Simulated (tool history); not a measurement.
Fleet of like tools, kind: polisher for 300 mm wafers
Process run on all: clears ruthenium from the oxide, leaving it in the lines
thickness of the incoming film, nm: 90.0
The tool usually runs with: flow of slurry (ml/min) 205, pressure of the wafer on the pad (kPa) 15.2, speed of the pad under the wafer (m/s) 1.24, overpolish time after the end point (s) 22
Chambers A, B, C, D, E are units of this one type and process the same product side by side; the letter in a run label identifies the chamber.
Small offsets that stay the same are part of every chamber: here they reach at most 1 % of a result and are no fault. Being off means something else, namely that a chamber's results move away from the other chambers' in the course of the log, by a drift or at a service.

run     day  flow of slurry (ml/min)  pressure of the wafer on the pad (kPa)  speed of the pad under the wafer (m/s)  overpolish time after the end point (s)  time until the end point was called (s)
 1B   0.379                      205                                    15.2                                    1.24                                       22                                   71.411
 2D   0.779                      205                                    15.2                                    1.24                                       22                                   70.605
      0.846  -- chamber C: worn pad replaced by a new one
      1.142  -- chamber E: worn pad replaced by a new one
 3E   1.171                      205                                    15.2                                    1.24                                       22                                    68.62
      1.504  -- chamber A: worn pad replaced by a new one
 4C   1.538                      205                                    15.2                                    1.24                                       22                                   74.441
 5A   1.896                      205                                    15.2                                    1.24                                       22                                   70.475
 6E   2.167                      205                                    15.2                                    1.24                                       22                                   73.247
      2.412  -- chamber D: head pressure recalibrated
 7B   2.629                      205                                    15.2                                    1.24                                       22                                   72.582
      2.808  -- chamber D: worn pad replaced by a new one
 8A   2.996                      205                                    15.2                                    1.24                                       22                                   71.601
 9C   3.233                      205                                    15.2                                    1.24                                       22                                   72.546
10D   3.525                      235                                    15.2                                    1.24                                       22                                   68.867
11E   3.767                      235                                    15.2                                    1.24                                       22                                   70.311
      3.962  -- chamber B: head pressure recalibrated
      4.108  -- chamber B: worn pad replaced by a new one
12C   4.171                      235                                    15.2                                    1.24                                       22                                   71.634
      4.271  -- chamber C: worn pad replaced by a new one
      4.304  -- chamber E: worn pad replaced by a new one
13D   4.425                      235                                    15.2                                    1.24                                       22                                   70.074
14B    4.75                      235                                    15.2                                    1.24                                       22                                   70.439
15A   5.071                      205                                    15.2                                    1.24                                       22                                   72.518
16D   5.371                      205                                    15.2                                    1.24                                       33                                   71.898
      5.392  -- chamber A: slurry nozzle cleaned
17A   5.629                      205                                    15.2                                    1.24                                       33                                   70.811
18E   5.962                      205                                    15.2                                    1.24                                       33                                   71.075
      6.325  -- chamber A: worn pad replaced by a new one
19C   6.408                      205                                    15.2                                    1.24                                       33                                   72.036
20B   6.858                      205                                    15.2                                    1.24                                       33                                   70.842
        7.1  -- chamber E: worn pad replaced by a new one
21A   7.238                      205                                    15.2                                    1.24                                       22                                   70.143
      7.262  -- chamber D: worn pad replaced by a new one
      7.267  -- chamber C: worn pad replaced by a new one
22D   7.496                      205                                    15.2                                    1.24                                       22                                   70.916
23B   7.796                      205                                    15.2                                    1.24                                       22                                   71.778
24C   8.283                      205                                    15.2                                    1.24                                       22                                   71.524
25E   8.538                      205                                    15.2                                    1.24                                       22                                   67.787
26B   8.971                      205                                    15.2                                    1.24                                       22                                    71.73
27A   9.379                      235                                    15.2                                     1.4                                       22                                   62.645
28D   9.608                      235                                    15.2                                     1.4                                       22                                   62.424
      9.729  -- chamber B: worn pad replaced by a new one
29C   9.983                      235                                    15.2                                     1.4                                       22                                   64.604
     10.038  -- chamber E: worn pad replaced by a new one
     10.133  -- chamber C: worn pad replaced by a new one
30E  10.446                      235                                    15.2                                     1.4                                       22                                   62.494
31B  10.696                      235                                    15.2                                     1.4                                       22                                   61.414
32E  11.154                      205                                    15.2                                    1.24                                       22                                    70.98
     11.288  -- chamber A: worn pad replaced by a new one
33D  11.633                      205                                    15.2                                    1.24                                       22                                   70.559
34C  11.962                      205                                    15.2                                    1.24                                       22                                   69.517
35A  12.242                      205                                    15.2                                    1.24                                       22                                   71.235
     12.483  -- chamber D: worn pad replaced by a new one
36C  12.688                      205                                    15.2                                    1.24                                       22                                    69.02
37A  12.946                      205                                    15.2                                    1.24                                       22                                    70.71
     12.983  -- chamber E: worn pad replaced by a new one
38B  13.208                      205                                    15.2                                    1.24                                       22                                   71.496
39E  13.533                      205                                    15.2                                    1.24                                       22                                   69.561
40D  13.796                      205                                    15.2                                    1.24                                       22                                   72.847
41E  14.125                      140                                    13.8                                    1.24                                       22                                   81.317
42A  14.454                      140                                    13.8                                    1.24                                       22                                   84.973
43D  14.696                      140                                    13.8                                    1.24                                       22                                   82.461

Is one chamber off against the others, does the gauge drift, or is nothing wrong? If a chamber is off, say which, and what the likeliest cause is.

All chambers stay in line apart from their small fixed offsets, and the gauge does not drift.
